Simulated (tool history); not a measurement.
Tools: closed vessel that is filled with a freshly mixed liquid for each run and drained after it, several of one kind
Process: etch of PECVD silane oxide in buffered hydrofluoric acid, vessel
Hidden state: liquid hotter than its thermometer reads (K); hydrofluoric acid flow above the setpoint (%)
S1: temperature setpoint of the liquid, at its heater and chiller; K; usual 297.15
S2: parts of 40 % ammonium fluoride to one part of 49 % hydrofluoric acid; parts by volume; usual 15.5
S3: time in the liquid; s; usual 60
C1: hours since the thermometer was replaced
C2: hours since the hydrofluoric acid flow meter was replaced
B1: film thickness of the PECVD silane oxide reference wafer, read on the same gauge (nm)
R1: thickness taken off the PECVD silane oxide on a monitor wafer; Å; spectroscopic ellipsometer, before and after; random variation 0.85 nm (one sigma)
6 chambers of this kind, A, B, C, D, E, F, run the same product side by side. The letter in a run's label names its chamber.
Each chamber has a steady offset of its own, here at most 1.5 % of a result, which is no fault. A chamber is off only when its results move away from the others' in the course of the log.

run 1D hour=9.2 | S1=297.15 S2=15.5 S3=60 | C1=2023.6 C2=70.4 | B1=59.976 | R1=1538.9
run 2E hour=20.6 | S1=297.15 S2=15.5 S3=60 | C1=763.5 C2=219.3 | B1=59.982 | R1=1522.5
run 3B hour=30.9 | S1=297.15 S2=15.5 S3=60 | C1=148.2 C2=72.4 | B1=59.991 | R1=1494.7
run 4F hour=38.4 | S1=297.15 S2=15.5 S3=60 | C1=704.6 C2=634.2 | B1=60.042 | R1=1520.1
run 5A hour=49.6 | S1=297.15 S2=15.5 S3=60 | C1=607.4 C2=184.6 | B1=59.995 | R1=1512.4
run 6C hour=63.7 | S1=297.15 S2=15.5 S3=60 | C1=247.1 C2=637.2 | B1=59.978 | R1=1527.5
run 7C hour=71.2 | S1=297.15 S2=15.5 S3=60 | C1=254.6 C2=644.7 | B1=59.991 | R1=1531.2
run 8B hour=79.7 | S1=297.15 S2=15.5 S3=60 | C1=197 C2=121.2 | B1=60.029 | R1=1504.4
run 9A hour=87.6 | S1=297.15 S2=15.5 S3=60 | C1=645.4 C2=222.6 | B1=59.997 | R1=1503.3
run 10E hour=98.4 | S1=297.15 S2=15.5 S3=60 | C1=841.3 C2=297.1 | B1=60.02 | R1=1516.7
run 11D hour=109.4 | S1=297.15 S2=15.5 S3=60 | C1=2123.8 C2=170.6 | B1=60.051 | R1=1532.9
run 12F hour=121 | S1=297.15 S2=15.5 S3=60 | C1=787.2 C2=716.8 | B1=60.004 | R1=1526.2
run 13A hour=134.7 | S1=295.15 S2=18.5 S3=60 | C1=692.5 C2=269.7 | B1=60.01 | R1=1141.7
run 14E hour=150.6 | S1=295.15 S2=18.5 S3=60 | C1=893.5 C2=349.3 | B1=60.004 | R1=1131.2
run 15F hour=159.7 | S1=295.15 S2=18.5 S3=60 | C1=825.9 C2=755.5 | B1=60.032 | R1=1145.1
run 16D hour=170.9 | S1=295.15 S2=18.5 S3=60 | C1=2185.3 C2=232.1 | B1=59.984 | R1=1153.8
run 17B hour=184.9 | S1=295.15 S2=18.5 S3=60 | C1=302.2 C2=226.4 | B1=60.032 | R1=1130.8
-- hour=191.2 chamber A: thermometer replaced
run 18C hour=198 | S1=295.15 S2=18.5 S3=60 | C1=381.4 C2=771.5 | B1=59.987 | R1=1133.7
run 19F hour=208.1 | S1=297.15 S2=15.5 S3=60 | C1=874.3 C2=803.9 | B1=60.022 | R1=1518.6
run 20B hour=217.7 | S1=297.15 S2=15.5 S3=60 | C1=335 C2=259.2 | B1=59.962 | R1=1514.4
run 21C hour=232 | S1=297.15 S2=15.5 S3=60 | C1=415.4 C2=805.5 | B1=59.963 | R1=1518.6
run 22E hour=246.5 | S1=297.15 S2=15.5 S3=60 | C1=989.4 C2=445.2 | B1=59.947 | R1=1510.5
run 23D hour=259.9 | S1=297.15 S2=15.5 S3=60 | C1=2274.3 C2=321.1 | B1=60.056 | R1=1536.7
run 24A hour=270.4 | S1=297.15 S2=15.5 S3=60 | C1=79.2 C2=405.4 | B1=59.996 | R1=1515
run 25C hour=282.3 | S1=297.15 S2=15.5 S3=60 | C1=465.7 C2=855.8 | B1=60.064 | R1=1496.8
run 26E hour=294.3 | S1=297.15 S2=15.5 S3=60 | C1=1037.2 C2=493 | B1=60 | R1=1502.8
run 27A hour=308.1 | S1=297.15 S2=15.5 S3=60 | C1=116.9 C2=443.1 | B1=60.008 | R1=1511.4
run 28F hour=321.7 | S1=297.15 S2=15.5 S3=60 | C1=987.9 C2=917.5 | B1=60.002 | R1=1524.8
-- hour=329.3 chamber F: thermometer replaced
run 29B hour=335.1 | S1=293.65 S2=10.5 S3=60 | C1=452.4 C2=376.6 | B1=60.015 | R1=1830.8
run 30D hour=342.3 | S1=293.65 S2=10.5 S3=60 | C1=2356.7 C2=403.5 | B1=59.959 | R1=1847.9
run 31C hour=350 | S1=293.65 S2=10.5 S3=60 | C1=533.4 C2=923.5 | B1=59.97 | R1=1850.3
-- hour=351.1 chamber D: hydrofluoric acid flow meter replaced
run 32A hour=361.3 | S1=293.65 S2=10.5 S3=60 | C1=170.1 C2=496.3 | B1=60.02 | R1=1848.3
-- hour=371.1 chamber B: thermometer replaced
run 33E hour=372.3 | S1=293.65 S2=10.5 S3=60 | C1=1115.2 C2=571 | B1=59.972 | R1=1802.9
run 34B hour=386.9 | S1=293.65 S2=10.5 S3=60 | C1=15.9 C2=428.4 | B1=60.024 | R1=1841.9
run 35F hour=394.4 | S1=297.15 S2=15.5 S3=60 | C1=65.1 C2=990.2 | B1=60.007 | R1=1510.4
run 36D hour=408.7 | S1=297.15 S2=15.5 S3=60 | C1=2423.1 C2=57.6 | B1=60.048 | R1=1523.8
run 37B hour=415.7 | S1=297.15 S2=15.5 S3=60 | C1=44.7 C2=457.2 | B1=60.017 | R1=1500.9
run 38F hour=428.2 | S1=297.15 S2=15.5 S3=60 | C1=98.9 C2=1024 | B1=59.981 | R1=1508.7
run 39D hour=441.1 | S1=297.15 S2=15.5 S3=60 | C1=2455.5 C2=90 | B1=60.024 | R1=1528
run 40E hour=455.6 | S1=297.15 S2=15.5 S3=60 | C1=1198.5 C2=654.3 | B1=60.054 | R1=1506.8

Is one chamber off against the others, does the gauge drift, or is nothing wrong? If a chamber is off, say which, and what the likeliest cause is.

No chamber stands off beyond its own small offset, and the gauge holds steady.
